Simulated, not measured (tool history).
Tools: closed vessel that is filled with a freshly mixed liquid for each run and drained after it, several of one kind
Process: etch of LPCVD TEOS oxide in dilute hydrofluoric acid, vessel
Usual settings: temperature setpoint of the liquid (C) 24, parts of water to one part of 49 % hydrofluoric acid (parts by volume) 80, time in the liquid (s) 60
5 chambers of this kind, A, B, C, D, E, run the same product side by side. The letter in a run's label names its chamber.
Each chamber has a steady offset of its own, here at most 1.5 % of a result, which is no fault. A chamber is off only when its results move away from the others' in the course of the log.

run,hour,temperature setpoint of the liquid (C),parts of water to one part of 49 % hydrofluoric acid (parts by volume),time in the liquid (s),hours since the thermometer was replaced,hours since the hydrofluoric acid flow meter was replaced,"read-back film thickness of the LPCVD TEOS oxide reference wafer, read on the same gauge (nm)",thickness taken off the LPCVD TEOS oxide on a monitor wafer (angstrom)
1D,3.7,24,80,60,2172.3,429.6,79.991,179.29
2A,7.2,24,80,60,491,1798.7,79.98,184.34
3E,11,24,80,60,1245.8,778.2,80.012,185.74
4C,13.5,24,80,60,443.3,72.3,79.999,181.09
5B,17.8,24,80,60,370.6,1901.2,80.018,184.84
6D,20.2,24,80,60,2188.8,446.1,79.99,181.53
7C,24.2,27.5,80,85,454,83,79.968,290.74
# hour 25.9: chamber E: thermometer replaced
8A,26.5,27.5,80,85,510.3,1818,79.987,300.15
9E,30.3,27.5,80,85,4.4,797.5,80.009,293.16
10B,32.8,27.5,80,85,385.6,1916.2,80.001,297.79
11A,35.9,27.5,80,85,519.7,1827.4,79.996,301.87
12B,40.3,24,65,60,393.1,1923.7,80.001,225.36
13C,42.5,24,65,60,472.3,101.3,80.015,226.08
14D,46.7,24,65,60,2215.3,472.6,79.986,230.18
15E,49.7,24,65,60,23.8,816.9,80.007,233.8
16E,53.8,24,65,60,27.9,821,80.022,233.78
17B,58.2,24,80,60,411,1941.6,80.007,183.26
18A,62.5,24,80,60,546.3,1854,79.997,183.19
19C,66,24,80,60,495.8,124.8,80.007,176.67
20D,69.7,24,80,60,2238.3,495.6,80,184.13
21A,73.4,24,80,60,557.2,1864.9,79.996,182.87
22D,77.8,24,80,60,2246.4,503.7,80.006,190.48
23E,80.2,24,80,60,54.3,847.4,79.99,183.05
24C,84.5,24,80,60,514.3,143.3,79.994,180.63
25B,87,24,80,60,439.8,1970.4,80.014,181.22
26E,90,24,80,60,64.1,857.2,80.012,184.7
27B,92.5,24,80,60,445.3,1975.9,80.023,183.81
28A,94.8,24,80,60,578.6,1886.3,79.989,182.14
29D,96.9,24,80,30,2265.5,522.8,79.977,95.964
30C,100.8,24,80,30,530.6,159.6,79.987,89.093
31D,103.4,24,80,30,2272,529.3,79.966,98.77
32B,107,24,80,30,459.8,1990.4,79.982,92.051
33A,109.5,24,80,30,593.3,1901,80.008,90.31
34C,112.2,24,80,60,542,171,80.015,180.74
35E,114.2,24,80,60,88.3,881.4,80.006,184.01
36B,116.2,24,80,60,469,1999.6,80.004,181.36
37D,118.9,24,80,60,2287.5,544.8,80.02,197.95
38E,122.2,24,80,60,96.3,889.4,80.027,183.31
39C,125.8,24,105,80,555.6,184.6,79.988,176.87
40A,127.9,24,105,80,611.7,1919.4,80.001,177.23
41E,131.4,24,105,80,105.5,898.6,79.989,180.65
42C,135.9,24,105,80,565.7,194.7,79.975,176.78
43D,139.8,24,105,80,2308.4,565.7,79.995,200.12
44A,143.3,24,80,60,627.1,1934.8,79.98,182.74

All 5 chambers run these settings next. Forecast each chamber's results:
45A,146.6,24,80,60,,,,?
45B,146.6,24,80,60,,,,?
45C,146.6,24,80,60,,,,?
45D,146.6,24,80,60,,,,?
45E,146.6,24,80,60,,,,?

run,thickness taken off the LPCVD TEOS oxide on a monitor wafer (angstrom)
45A,186.62
45B,183.84
45C,179.83
45D,203.36
45E,187.75

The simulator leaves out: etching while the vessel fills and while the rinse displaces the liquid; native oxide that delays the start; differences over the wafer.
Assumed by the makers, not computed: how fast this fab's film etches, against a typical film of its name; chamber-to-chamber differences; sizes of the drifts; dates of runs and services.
